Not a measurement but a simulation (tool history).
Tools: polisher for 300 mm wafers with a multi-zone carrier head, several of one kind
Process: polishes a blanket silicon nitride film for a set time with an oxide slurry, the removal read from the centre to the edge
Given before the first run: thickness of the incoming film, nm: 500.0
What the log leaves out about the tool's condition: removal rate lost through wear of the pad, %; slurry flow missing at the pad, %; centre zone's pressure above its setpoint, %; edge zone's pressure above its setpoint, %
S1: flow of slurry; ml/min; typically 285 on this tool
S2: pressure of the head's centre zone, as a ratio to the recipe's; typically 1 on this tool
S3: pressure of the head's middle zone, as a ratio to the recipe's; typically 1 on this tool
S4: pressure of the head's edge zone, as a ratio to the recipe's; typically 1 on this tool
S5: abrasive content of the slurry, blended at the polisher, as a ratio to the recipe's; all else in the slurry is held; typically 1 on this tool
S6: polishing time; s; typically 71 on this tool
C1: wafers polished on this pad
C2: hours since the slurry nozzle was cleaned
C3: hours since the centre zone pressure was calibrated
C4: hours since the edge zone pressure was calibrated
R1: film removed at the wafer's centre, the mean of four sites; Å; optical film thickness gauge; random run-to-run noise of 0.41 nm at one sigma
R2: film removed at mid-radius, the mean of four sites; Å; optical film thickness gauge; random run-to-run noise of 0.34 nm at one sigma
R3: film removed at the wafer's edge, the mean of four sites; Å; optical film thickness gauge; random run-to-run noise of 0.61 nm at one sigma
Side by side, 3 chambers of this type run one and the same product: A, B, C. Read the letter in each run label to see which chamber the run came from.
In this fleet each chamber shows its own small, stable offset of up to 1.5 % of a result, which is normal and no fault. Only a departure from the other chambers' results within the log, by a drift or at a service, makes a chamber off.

| run | hour | S1 | S2 | S3 | S4 | S5 | S6 | C1 | C2 | C3 | C4 | R1 | R2 | R3 |
|---|---|---|---|---|---|---|---|---|---|---|---|---|---|---|
| 1A | 9 | 285 | 1 | 1 | 1 | 1 | 71 | 146 | 308 | 676.3 | 21.8 | 482.7 | 483.63 | 477.45 |
| 2C | 18.7 | 285 | 1 | 1 | 1 | 1 | 71 | 969 | 211.6 | 135.7 | 120 | 471.85 | 475.58 | 473.11 |
| 3B | 24 | 285 | 1 | 1 | 1 | 1 | 71 | 429 | 106.9 | 1264.5 | 188.4 | 471.94 | 472.87 | 463.72 |
| 4A | 30.8 | 285 | 1 | 1 | 1 | 1 | 71 | 371 | 329.8 | 698.1 | 43.6 | 480.46 | 482.1 | 479.75 |
|  | 34.2 | chamber B: centre zone pressure recalibrated |
| 5B | 35.3 | 285 | 1 | 1 | 1 | 1 | 71 | 546 | 118.2 | 1.2 | 199.7 | 475.09 | 468.76 | 471.09 |
|  | 41.6 | chamber B: worn pad replaced by a new one |
| 6C | 42.2 | 285 | 1 | 1 | 1.09 | 1 | 71 | 1213 | 235.1 | 159.2 | 143.5 | 477.43 | 481.36 | 498.85 |
| 7B | 47.2 | 285 | 1 | 1 | 1.09 | 1 | 71 | 58 | 130.1 | 13.1 | 211.6 | 474.66 | 477.98 | 490.04 |
|  | 50.7 | chamber A: centre zone pressure recalibrated |
|  | 54.5 | chamber C: worn pad replaced by a new one |
| 8A | 55.6 | 285 | 1 | 1 | 1.09 | 1 | 71 | 628 | 354.6 | 4.9 | 68.4 | 482.25 | 480.55 | 505.48 |
| 9C | 61.3 | 285 | 1 | 1 | 0.89 | 1 | 53 | 71 | 254.2 | 178.3 | 162.6 | 358.32 | 360.75 | 329.61 |
| 10A | 68.4 | 285 | 1 | 1 | 0.89 | 1 | 53 | 761 | 367.4 | 17.7 | 81.2 | 354.45 | 358.07 | 340.24 |
| 11B | 78.4 | 285 | 1 | 1 | 0.89 | 1 | 53 | 381 | 161.3 | 44.3 | 242.8 | 356.87 | 354.86 | 332.22 |
|  | 80 | chamber A: slurry nozzle cleaned |
| 12C | 86.7 | 285 | 1 | 1 | 1 | 1 | 71 | 334 | 279.6 | 203.7 | 188 | 479.57 | 480.82 | 488.38 |
| 13C | 95.4 | 285 | 1 | 1 | 1 | 1 | 71 | 424 | 288.3 | 212.4 | 196.7 | 477.2 | 480.95 | 482.16 |
| 14B | 100 | 285 | 1 | 1 | 1 | 1 | 71 | 605 | 182.9 | 65.9 | 264.4 | 472.28 | 478.49 | 466.83 |
|  | 100.9 | chamber B: worn pad replaced by a new one |
| 15A | 110 | 285 | 1 | 1 | 1 | 0.85 | 71 | 1192 | 30.1 | 59.3 | 122.8 | 444.77 | 446.96 | 449.22 |
| 16A | 117.8 | 285 | 1 | 1 | 1 | 0.85 | 71 | 1273 | 37.9 | 67.1 | 130.6 | 446.84 | 452.2 | 445.9 |
| 17B | 122.2 | 285 | 1 | 1 | 1 | 0.85 | 71 | 220 | 205.1 | 88.1 | 286.6 | 438.34 | 438.87 | 443.75 |
| 18C | 128.3 | 285 | 1 | 1 | 1 | 1 | 71 | 765 | 321.2 | 245.3 | 229.6 | 483.19 | 476.93 | 484.43 |
| 19B | 136.7 | 285 | 1 | 1 | 1 | 1 | 71 | 371 | 219.6 | 102.6 | 301.1 | 475.66 | 475.62 | 468.58 |
|  | 141.8 | chamber A: worn pad replaced by a new one |
| 20A | 144.3 | 285 | 1 | 1 | 1 | 1 | 71 | 26 | 64.4 | 93.6 | 157.1 | 478.88 | 480.65 | 463.61 |
| 21C | 150.1 | 285 | 1 | 1 | 1 | 1 | 71 | 991 | 343 | 267.1 | 251.4 | 488.2 | 480.81 | 474.87 |
|  | 150.9 | chamber B: worn pad replaced by a new one |
| 22C | 158.7 | 285 | 1 | 1 | 1 | 1 | 71 | 1080 | 351.6 | 275.7 | 260 | 477.42 | 486.01 | 473.34 |
| 23B | 164 | 285 | 1 | 1 | 1 | 1 | 71 | 135 | 246.9 | 129.9 | 328.4 | 475.77 | 478.55 | 472.35 |
| 24A | 171.4 | 285 | 1 | 1 | 1 | 1 | 54 | 307 | 91.5 | 120.7 | 184.2 | 374.97 | 364.74 | 366.34 |
| 25C | 176.6 | 285 | 1 | 1 | 1 | 1 | 54 | 1265 | 369.5 | 293.6 | 277.9 | 365.25 | 365.5 | 370.62 |
| 26B | 182.1 | 285 | 1 | 1 | 1 | 1 | 54 | 323 | 265 | 148 | 346.5 | 358.52 | 362.43 | 363.32 |
| 27A | 189 | 230 | 1 | 1 | 1 | 1 | 71 | 489 | 109.1 | 138.3 | 201.8 | 464.23 | 477 | 477.43 |
| 28B | 198.8 | 230 | 1 | 1 | 1 | 1 | 71 | 496 | 281.7 | 164.7 | 363.2 | 467.42 | 462.67 | 478.23 |
| 29A | 204.7 | 230 | 1 | 1 | 1 | 1 | 71 | 652 | 124.8 | 154 | 217.5 | 477.53 | 473.72 | 465.31 |

Is one chamber out of step, is the gauge drifting, or do the chambers differ by no more than their own small offsets? For an off chamber, give its letter and the likeliest cause.

All chambers stay in line apart from their small fixed offsets, and the gauge does not drift.

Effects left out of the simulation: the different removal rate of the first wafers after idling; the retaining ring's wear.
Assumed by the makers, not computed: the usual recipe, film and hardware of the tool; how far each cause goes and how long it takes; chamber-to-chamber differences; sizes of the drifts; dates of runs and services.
